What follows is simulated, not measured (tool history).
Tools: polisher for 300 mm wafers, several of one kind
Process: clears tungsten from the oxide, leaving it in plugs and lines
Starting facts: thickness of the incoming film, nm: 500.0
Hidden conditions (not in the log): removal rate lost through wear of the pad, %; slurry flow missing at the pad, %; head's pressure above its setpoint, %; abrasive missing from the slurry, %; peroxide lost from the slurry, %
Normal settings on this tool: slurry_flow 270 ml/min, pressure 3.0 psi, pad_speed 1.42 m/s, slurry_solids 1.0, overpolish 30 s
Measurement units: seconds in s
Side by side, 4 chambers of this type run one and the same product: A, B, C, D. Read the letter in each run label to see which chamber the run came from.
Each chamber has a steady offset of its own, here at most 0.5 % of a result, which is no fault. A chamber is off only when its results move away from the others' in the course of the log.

run	hour	slurry_flow	pressure	pad_speed	slurry_solids	overpolish	wafers polished on this pad	hours since the slurry nozzle was cleaned	hours since the head pressure was calibrated	hours since the slurry blender was calibrated	hours since the slurry got fresh peroxide	seconds
1D	6.3	270	3.0	1.42	1.0	30	72	84.1	711.7	20.4	62.1	102.940
2B	12.5	270	3.0	1.42	1.0	30	931	191.1	786.9	191.2	29.5	103.730
# hour 15.1: chamber B: slurry nozzle cleaned
3C	17.2	270	3.0	1.42	1.0	30	514	218.8	300.8	57.6	26.9	106.110
4A	22.0	270	3.0	1.42	1.0	30	591	123.7	249.7	64.2	63.5	105.690
# hour 23.7: chamber B: worn pad replaced by a new one
5A	28.3	270	3.0	1.42	1.0	30	638	130.0	256.0	70.5	69.8	102.800
6C	34.7	270	3.0	1.42	1.0	30	646	236.3	318.3	75.1	44.4	104.600
7B	39.6	270	3.0	1.42	1.0	30	120	24.5	814.0	218.3	56.6	103.470
8D	43.6	270	3.0	1.42	1.0	30	353	121.4	749.0	57.7	99.4	106.500
# hour 44.9: chamber D: slurry tank refilled with fresh slurry and peroxide
9D	50.2	270	3.0	1.42	1.0	30	403	128.0	755.6	64.3	5.3	102.030
10B	55.5	270	3.0	1.42	1.0	30	239	40.4	829.9	234.2	72.5	103.490
# hour 56.5: chamber A: worn pad replaced by a new one
# hour 57.1: chamber C: worn pad replaced by a new one
11C	60.2	270	3.0	1.42	1.0	30	23	261.8	343.8	100.6	69.9	105.620
12A	67.2	270	3.0	1.42	1.0	30	80	168.9	294.9	109.4	108.7	103.490
13B	74.3	270	3.0	1.42	1.0	30	381	59.2	848.7	253.0	91.3	104.750
14A	81.1	270	3.0	1.42	1.0	30	185	182.8	308.8	123.3	122.6	104.600
# hour 83.8: chamber D: slurry blender recalibrated
15D	86.8	270	3.0	1.42	1.0	30	679	164.6	792.2	3.0	41.9	105.430
16C	93.5	270	3.0	1.42	1.0	30	274	295.1	377.1	133.9	103.2	106.110
17C	100.3	210	3.0	1.12	1.0	30	325	301.9	383.9	140.7	110.0	141.160
# hour 105.7: chamber A: slurry tank refilled with fresh slurry and peroxide
18D	108.2	210	3.0	1.12	1.0	30	840	186.0	813.6	24.4	63.3	137.920
19B	114.6	210	3.0	1.12	1.0	30	685	99.5	889.0	293.3	131.6	136.590
# hour 116.3: chamber B: slurry tank refilled with fresh slurry and peroxide
20A	120.4	210	3.0	1.12	1.0	30	481	222.1	348.1	162.6	14.8	136.020
21C	125.3	270	3.0	1.42	1.0	30	513	326.9	408.9	165.7	135.0	107.310
# hour 128.5: chamber A: slurry nozzle cleaned
22D	133.2	270	3.0	1.42	1.0	30	1028	211.0	838.6	49.4	88.3	103.700
# hour 136.6: chamber B: worn pad replaced by a new one
23B	137.2	270	3.7	1.42	0.8	30	4	122.1	911.6	315.9	20.9	88.090
# hour 138.2: chamber C: slurry blender recalibrated
# hour 140.2: chamber A: slurry blender recalibrated
24A	140.9	270	3.7	1.42	0.8	30	636	12.5	368.6	0.7	35.3	88.208
# hour 141.9: chamber B: slurry blender recalibrated
25C	146.0	270	3.7	1.42	0.8	30	669	347.6	429.6	7.9	155.7	95.705
26B	153.3	270	3.7	1.42	0.8	30	125	138.2	927.7	11.4	37.0	87.838
# hour 155.2: chamber D: slurry tank refilled with fresh slurry and peroxide
27D	159.2	270	3.0	1.42	1.0	30	1224	237.0	864.6	75.4	4.0	104.430
# hour 160.8: chamber C: worn pad replaced by a new one
28A	163.8	270	3.0	1.42	1.0	30	808	35.4	391.5	23.6	58.2	103.670
29C	168.0	215	3.0	1.42	1.0	30	54	369.6	451.6	29.9	177.7	114.050
# hour 170.1: chamber A: worn pad replaced by a new one
30B	175.3	215	3.0	1.42	1.0	30	291	160.2	949.7	33.4	59.0	106.790
# hour 179.4: chamber D: worn pad replaced by a new one
31A	182.1	215	3.0	1.42	1.0	30	90	53.7	409.8	41.9	76.5	107.690
32D	186.9	215	3.0	1.42	1.0	30	57	264.7	892.3	103.1	31.7	106.740
33D	190.9	270	3.0	1.42	1.0	30	87	268.7	896.3	107.1	35.7	104.380
34B	194.4	270	3.0	1.42	1.0	30	435	179.3	968.8	52.5	78.1	103.340
# hour 196.4: chamber D: slurry blender recalibrated
35C	201.2	270	3.0	1.42	1.0	30	304	402.8	484.8	63.1	210.9	113.100
36A	209.0	270	3.0	1.42	0.8	30	293	80.6	436.7	68.8	103.4	108.900
37B	214.4	270	3.0	1.42	0.8	30	586	199.3	988.8	72.5	98.1	110.140
38C	222.0	270	3.0	1.42	0.8	30	461	423.6	505.6	83.9	231.7	122.760
39A	227.1	270	3.0	1.42	0.8	30	429	98.7	454.8	86.9	121.5	108.210
40D	232.1	270	3.0	1.42	1.0	30	397	309.9	937.5	35.8	76.9	105.440

Has any chamber moved away from the others, gradually or after a service, or does the common gauge drift, or do the chambers differ only by their own small steady offsets? State the chamber and the most likely cause if one applies.

Little by little, chamber C moves away from the other chambers.
Most likely cause: peroxide lost from the slurry, % = 26.9.
The log may not separate it from: head's pressure below its setpoint, %.

Chamber C could run next with any of the 4 candidate recipes listed below; each alters the usual settings, and their results appear as question marks. Which one brings its results back in line with what the other chambers deliver on the usual settings?
Maximum distance from the other chambers' mean on the usual settings for a result to count as in line: seconds 4.000 s
41C-1	237.8	270	3.4	1.42	1.0	30						?
41C-2	237.8	270	3.1	1.46	1.0	30						?
41C-3	237.8	270	2.8	1.34	1.0	30						?
41C-4	237.8	270	2.9	1.38	1.0	30						?

The mean the other chambers reach with the usual settings: seconds 104.150 s
run	seconds
41C-1	103.570
41C-2	110.480
41C-3	133.430
41C-4	125.040
Change 41C-1 lands the chamber within the allowed miss of the other chambers.
